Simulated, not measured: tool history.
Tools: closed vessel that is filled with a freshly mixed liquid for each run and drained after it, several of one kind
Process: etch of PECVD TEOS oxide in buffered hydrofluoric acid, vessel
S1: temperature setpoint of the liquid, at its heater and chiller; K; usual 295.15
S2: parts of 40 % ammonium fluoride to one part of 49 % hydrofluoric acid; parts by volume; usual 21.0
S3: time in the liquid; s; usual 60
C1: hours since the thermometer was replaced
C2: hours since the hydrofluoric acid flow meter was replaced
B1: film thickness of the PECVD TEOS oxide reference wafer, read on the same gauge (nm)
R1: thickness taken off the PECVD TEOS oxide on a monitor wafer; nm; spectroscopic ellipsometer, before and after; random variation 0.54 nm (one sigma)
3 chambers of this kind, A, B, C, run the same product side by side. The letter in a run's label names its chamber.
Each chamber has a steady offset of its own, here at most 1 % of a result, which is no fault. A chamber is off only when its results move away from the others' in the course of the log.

run   hour      S1    S2  S3      C1      C2       B1      R1
 1A    4.1  295.15  21.0  60   464.9  1234.6   99.987  61.414
 2B    9.9  295.15  21.0  60   827.9   190.1   99.969  61.082
 3C   16.9  295.15  21.0  60  1487.1   555.1  100.000  61.612
 4C   21.5  295.15  21.0  60  1491.7   559.7   99.994  62.305
 5B   28.3  295.15  21.0  60   846.3   208.5   99.970  60.811
 6A   32.4  295.15  21.0  60   493.2  1262.9   99.982  60.316
 7A   35.8  295.15  21.0  60   496.6  1266.3   99.992  59.656
 8C   42.2  295.15  21.0  60  1512.4   580.4  100.000  61.268
 9B   45.6  295.15  21.0  60   863.6   225.8  100.010  61.491
10C   50.4  295.15  21.0  60  1520.6   588.6   99.976  61.161
11B   54.3  295.15  13.5  60   872.3   234.5  100.020  93.108
12A   58.5  295.15  13.5  60   519.3  1289.0  100.020  92.512
13B   63.0  295.15  13.5  60   881.0   243.2   99.972  91.102
14A   68.3  290.65  21.0  60   529.1  1298.8   99.994  47.224
15C   73.9  290.65  21.0  60  1544.1   612.1  100.030  48.089
16B   78.3  290.65  21.0  60   896.3   258.5  100.010  46.618
17A   82.6  295.15  21.0  60   543.4  1313.1  100.020  60.452
18C   88.7  295.15  21.0  60  1558.9   626.9   99.969  61.444
19B   92.7  297.15  21.0  60   910.7   272.9  100.010  65.202
20C   99.0  297.15  21.0  60  1569.2   637.2  100.020  69.098
21A  104.2  297.15  21.0  60   565.0  1334.7   99.969  67.935
22B  110.5  295.15  21.0  70   928.5   290.7  100.010  68.124
23C  116.3  295.15  21.0  70  1586.5   654.5  100.010  71.100
24A  120.7  295.15  21.0  70   581.5  1351.2   99.996  70.138
25A  127.1  295.15  21.0  60   587.9  1357.6   99.991  60.074
26C  131.5  295.15  21.0  60  1601.7   669.7   99.987  61.357
     132.5  -- chamber C: hydrofluoric acid flow meter replaced
27B  137.1  295.15  21.0  60   955.1   317.3  100.010  56.753
28B  143.3  295.15  21.0  60   961.3   323.5  100.020  56.451
29C  146.5  295.15  21.0  60  1616.7    14.1  100.000  61.884

All 3 chambers run these settings next. Forecast each chamber's results:
30A  151.6  295.15  21.0  60               ?
30B  151.6  295.15  21.0  60               ?
30C  151.6  295.15  21.0  60               ?

run      R1
30A  60.310
30B  55.897
30C  61.460
